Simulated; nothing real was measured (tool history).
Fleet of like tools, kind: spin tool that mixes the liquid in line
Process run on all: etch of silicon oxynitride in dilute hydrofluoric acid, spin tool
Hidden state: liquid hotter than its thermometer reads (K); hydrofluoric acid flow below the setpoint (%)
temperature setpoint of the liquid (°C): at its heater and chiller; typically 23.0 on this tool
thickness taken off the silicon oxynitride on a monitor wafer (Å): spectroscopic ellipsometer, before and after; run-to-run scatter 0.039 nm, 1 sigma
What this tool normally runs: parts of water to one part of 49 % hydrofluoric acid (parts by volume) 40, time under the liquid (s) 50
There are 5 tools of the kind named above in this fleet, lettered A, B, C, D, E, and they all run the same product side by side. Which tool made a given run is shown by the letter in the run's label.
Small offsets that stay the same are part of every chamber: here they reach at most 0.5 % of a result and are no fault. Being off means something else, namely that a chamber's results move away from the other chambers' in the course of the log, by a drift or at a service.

run	hour	temperature setpoint of the liquid (°C)	parts of water to one part of 49 % hydrofluoric acid (parts by volume)	time under the liquid (s)	hours since the thermometer was replaced	hours since the hydrofluoric acid flow meter was replaced	read-back film thickness of the silicon oxynitride reference wafer, read on the same gauge (nm)	thickness taken off the silicon oxynitride on a monitor wafer (Å)
1A	9.4	23.0	40	50	1424.3	1262.8	29.991	43.504
2B	18.5	23.0	40	50	426.1	1099.0	29.995	43.015
3D	25.3	23.0	40	50	98.9	49.2	29.983	42.392
4E	35.0	23.0	40	50	624.1	343.8	30.006	43.187
5C	43.7	23.0	40	50	647.5	843.5	30.006	43.207
6D	50.0	23.0	40	50	123.6	73.9	30.003	42.644
7C	57.0	23.0	40	50	660.8	856.8	29.998	43.649
# hour 57.5: chamber C: hydrofluoric acid flow meter replaced
8B	62.6	20.5	40	50	470.2	1143.1	29.973	38.320
9E	73.1	20.5	40	50	662.2	381.9	30.012	37.831
10A	78.5	20.5	40	50	1493.4	1331.9	30.015	38.361
11C	83.8	20.5	40	50	687.6	26.4	30.003	37.668
12E	91.8	20.5	40	50	680.9	400.6	30.000	37.809
13A	97.0	23.0	40	50	1511.9	1350.4	30.033	43.050
14D	104.6	23.0	40	50	178.2	128.5	30.008	42.690
15B	113.2	19.0	40	70	520.8	1193.7	29.992	50.122
16A	124.3	19.0	40	70	1539.2	1377.7	30.010	49.939
17D	131.7	19.0	40	70	205.3	155.6	29.977	48.441
18C	140.9	19.0	40	70	744.7	83.5	29.992	49.054
19B	151.6	19.0	40	70	559.2	1232.1	29.989	49.283
20E	161.1	23.0	30	40	750.2	469.9	30.019	43.797
21C	171.1	23.0	30	40	774.9	113.7	30.024	45.981
22D	180.7	23.0	30	40	254.3	204.6	29.994	45.620
23E	190.6	23.0	30	40	779.7	499.4	30.004	42.949
24B	201.1	23.0	30	40	608.7	1281.6	29.962	46.648
25A	206.9	23.0	40	50	1621.8	1460.3	30.023	43.903
26A	217.7	23.0	40	50	1632.6	1471.1	29.993	43.022
27E	228.4	23.0	45	70	817.5	537.2	29.997	49.264
28B	236.2	23.0	45	70	643.8	1316.7	29.964	54.161
29C	246.4	23.0	45	70	850.2	189.0	30.040	53.291
30D	254.3	23.0	45	70	327.9	278.2	29.983	52.565
31E	261.8	23.0	45	70	850.9	570.6	30.019	48.190
32D	271.9	23.0	40	50	345.5	295.8	29.992	42.112
33C	278.7	23.0	40	50	882.5	221.3	30.000	42.571
34B	286.6	23.0	40	50	694.2	1367.1	30.000	42.909

Has any chamber moved away from the others, gradually or after a service, or does the common gauge drift, or do the chambers differ only by their own small steady offsets? State the chamber and the most likely cause if one applies.

One chamber, E, drifts off from the rest bit by bit.
Cause: hydrofluoric acid flow below the setpoint (%) = 11.6.
From this log alone, it may not be told apart from: liquid colder than its thermometer reads (K).

Below are 4 candidate recipes for chamber E's next run, each the usual settings with a change, their results shown as question marks. Which of them brings E's results back in line with what the other chambers give on the usual settings?
In line means no further than this from the other chambers' mean on the usual settings: thickness taken off the silicon oxynitride on a monitor wafer (Å) 1.400
35E-1	295.1	24.5	40	50				?
35E-2	295.1	21.5	40	50				?
35E-3	295.1	23.0	45	50				?
35E-4	295.1	23.5	40	55				?

Usual-settings mean across the other chambers: thickness taken off the silicon oxynitride on a monitor wafer (Å) 43.121
run	thickness taken off the silicon oxynitride on a monitor wafer (Å)
35E-1	40.982
35E-2	35.297
35E-3	33.742
35E-4	42.907
The right change is 35E-4: it brings the chamber back within the allowed miss of the others.

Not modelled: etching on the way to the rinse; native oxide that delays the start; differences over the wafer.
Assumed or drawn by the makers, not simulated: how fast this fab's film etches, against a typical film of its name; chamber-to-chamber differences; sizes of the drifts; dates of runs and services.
